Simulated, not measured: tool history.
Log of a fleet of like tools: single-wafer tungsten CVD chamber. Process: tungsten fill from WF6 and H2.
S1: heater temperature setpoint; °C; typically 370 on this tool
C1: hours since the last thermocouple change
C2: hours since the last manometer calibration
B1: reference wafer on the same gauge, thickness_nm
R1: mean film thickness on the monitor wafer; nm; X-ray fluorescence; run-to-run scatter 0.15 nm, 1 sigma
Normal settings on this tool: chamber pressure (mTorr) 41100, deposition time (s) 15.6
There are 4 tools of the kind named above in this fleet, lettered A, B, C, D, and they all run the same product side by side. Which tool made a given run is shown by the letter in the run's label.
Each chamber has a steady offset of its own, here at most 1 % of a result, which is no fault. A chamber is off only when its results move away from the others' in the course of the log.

Run 1C, day 0.304: usual settings; C1 1646.1; C2 513.6; B1 27.096. Result: R1 29.205 nm.
Run 2D, day 0.7: usual settings; C1 871.2; C2 845.2; B1 27.1. Result: R1 28.734 nm.
Run 3A, day 1.283: usual settings; C1 410; C2 1708.3; B1 27.125. Result: R1 29.017 nm.
Run 4B, day 1.8: usual settings; C1 884.6; C2 64.7; B1 27.11. Result: R1 29.067 nm.
Run 5D, day 2.433: usual settings; C1 912.8; C2 886.8; B1 27.098. Result: R1 28.752 nm.
Run 6C, day 3.054: usual settings but chamber pressure (mTorr) 33700, deposition time (s) 13.1; C1 1712.1; C2 579.6; B1 27.119. Result: R1 22.379 nm.
Run 7B, day 3.362: usual settings but chamber pressure (mTorr) 33700, deposition time (s) 13.1; C1 922.1; C2 102.2; B1 27.094. Result: R1 22.269 nm.
Run 8A, day 3.912: usual settings but chamber pressure (mTorr) 33700, deposition time (s) 13.1; C1 473.1; C2 1771.4; B1 27.094. Result: R1 22.129 nm.
Run 9D, day 4.321: usual settings but chamber pressure (mTorr) 33700, deposition time (s) 13.1; C1 958.1; C2 932.1; B1 27.091. Result: R1 21.869 nm.
At day 4.688: chamber D: capacitance manometer re-zeroed and calibrated.
Run 10B, day 4.896: usual settings but S1 375 °C; C1 958.9; C2 139; B1 27.084. Result: R1 32.268 nm.
Run 11C, day 5.392: usual settings but S1 375 °C; C1 1768.2; C2 635.7; B1 27.075. Result: R1 32.357 nm.
Run 12A, day 5.825: usual settings but S1 375 °C; C1 519; C2 1817.3; B1 27.088. Result: R1 32.298 nm.
Run 13B, day 6.383: usual settings but S1 375 °C; C1 994.6; C2 174.7; B1 27.076. Result: R1 32.119 nm.
Run 14A, day 6.846: usual settings; C1 543.5; C2 1841.8; B1 27.084. Result: R1 29.16 nm.
Run 15C, day 7.475: usual settings; C1 1818.2; C2 685.7; B1 27.112. Result: R1 29.023 nm.
Run 16D, day 8.079: usual settings; C1 1048.3; C2 81.5; B1 27.093. Result: R1 28.511 nm.
Run 17D, day 8.496: usual settings; C1 1058.3; C2 91.5; B1 27.086. Result: R1 28.638 nm.
Run 18B, day 9.071: usual settings but chamber pressure (mTorr) 44600; C1 1059.1; C2 239.2; B1 27.115. Result: R1 30.15 nm.
Run 19C, day 9.488: usual settings but chamber pressure (mTorr) 44600; C1 1866.5; C2 734; B1 27.069. Result: R1 30.702 nm.
Run 20A, day 10.017: usual settings but chamber pressure (mTorr) 44600; C1 619.6; C2 1917.9; B1 27.117. Result: R1 30.823 nm.
Run 21A, day 10.688: usual settings but chamber pressure (mTorr) 44600; C1 635.7; C2 1934; B1 27.098. Result: R1 30.734 nm.
Run 22B, day 11.288: usual settings; C1 1112.3; C2 292.4; B1 27.113. Result: R1 29.138 nm.
Run 23D, day 11.633: usual settings; C1 1133.6; C2 166.8; B1 27.077. Result: R1 28.793 nm.
At day 12.225: chamber B: thermocouple changed; heater temperature recalibrated.
Run 24C, day 12.262: usual settings; C1 1933.1; C2 800.6; B1 27.088. Result: R1 29.016 nm.
Run 25A, day 12.658: usual settings but S1 356 °C, chamber pressure (mTorr) 50100; C1 683; C2 1981.3; B1 27.089. Result: R1 24.014 nm.
Run 26C, day 13.179: usual settings but S1 356 °C, chamber pressure (mTorr) 50100; C1 1955.1; C2 822.6; B1 27.15. Result: R1 23.692 nm.
Run 27D, day 13.475: usual settings but S1 356 °C, chamber pressure (mTorr) 50100; C1 1177.8; C2 211; B1 27.102. Result: R1 22.949 nm.
At day 14.017: chamber C: thermocouple changed; heater temperature recalibrated.
Run 28B, day 14.125: usual settings but S1 356 °C, chamber pressure (mTorr) 50100; C1 45.6; C2 360.5; B1 27.108. Result: R1 23.35 nm.
Run 29C, day 14.662: usual settings but chamber pressure (mTorr) 49900; C1 15.6; C2 858.2; B1 27.076. Result: R1 31.665 nm.
Run 30B, day 15.112: usual settings but chamber pressure (mTorr) 49900; C1 69.3; C2 384.2; B1 27.046. Result: R1 31.799 nm.
Run 31A, day 15.662: usual settings but chamber pressure (mTorr) 49900; C1 755.1; C2 2053.4; B1 27.115. Result: R1 32.747 nm.
Run 32D, day 16.025: usual settings but chamber pressure (mTorr) 49900; C1 1239; C2 272.2; B1 27.11. Result: R1 31.402 nm.
Run 33A, day 16.629: usual settings; C1 778.3; C2 2076.6; B1 27.066. Result: R1 29.907 nm.
Run 34B, day 16.946: usual settings; C1 113.3; C2 428.2; B1 27.099. Result: R1 29.164 nm.
Run 35D, day 17.421: usual settings; C1 1272.5; C2 305.7; B1 27.072. Result: R1 28.85 nm.
Run 36C, day 17.975: usual settings; C1 95.1; C2 937.7; B1 27.094. Result: R1 28.976 nm.
Run 37A, day 18.404: usual settings; C1 820.9; C2 2119.2; B1 27.116. Result: R1 30.134 nm.
Run 38B, day 18.979: usual settings; C1 162.1; C2 477; B1 27.064. Result: R1 29.059 nm.
At day 19.308: chamber C: capacitance manometer re-zeroed and calibrated.
Run 39C, day 19.388: usual settings; C1 129; C2 1.9; B1 27.116. Result: R1 29.04 nm.

Read the log: is a single chamber off, either drifting away or since a service, is the gauge that measures every chamber drifting, or is nothing wrong beyond small per-chamber offsets? Name any odd chamber and what most likely caused it.

It is chamber A that slowly wanders off from its peers.
Cause: wafer temperature above the value expected at the setpoint (K) = 2.31.

Here are 4 candidates for chamber A's next run, each the usual settings with a change, their results left as question marks. Which one brings its results back in line with what the others give on the usual settings?
Allowed miss from the other chambers' usual-settings mean, per result, to count as in line: R1 0.53 nm
Run 40A-1, day 19.867: usual settings but S1 368 °C, chamber pressure (mTorr) 40600. Result: R1 ?.
Run 40A-2, day 19.867: usual settings but S1 367 °C, chamber pressure (mTorr) 40500, deposition time (s) 15.3. Result: R1 ?.
Run 40A-3, day 19.867: usual settings but S1 373 °C, chamber pressure (mTorr) 41800, deposition time (s) 16. Result: R1 ?.
Run 40A-4, day 19.867: usual settings but chamber pressure (mTorr) 45200. Result: R1 ?.

Mean of the other chambers on the usual settings: R1 28.944 nm
  run      R1
40A-1  28.886
40A-2  27.695
40A-3  33.372
40A-4  31.658
40A-1 brings the chamber back in line.
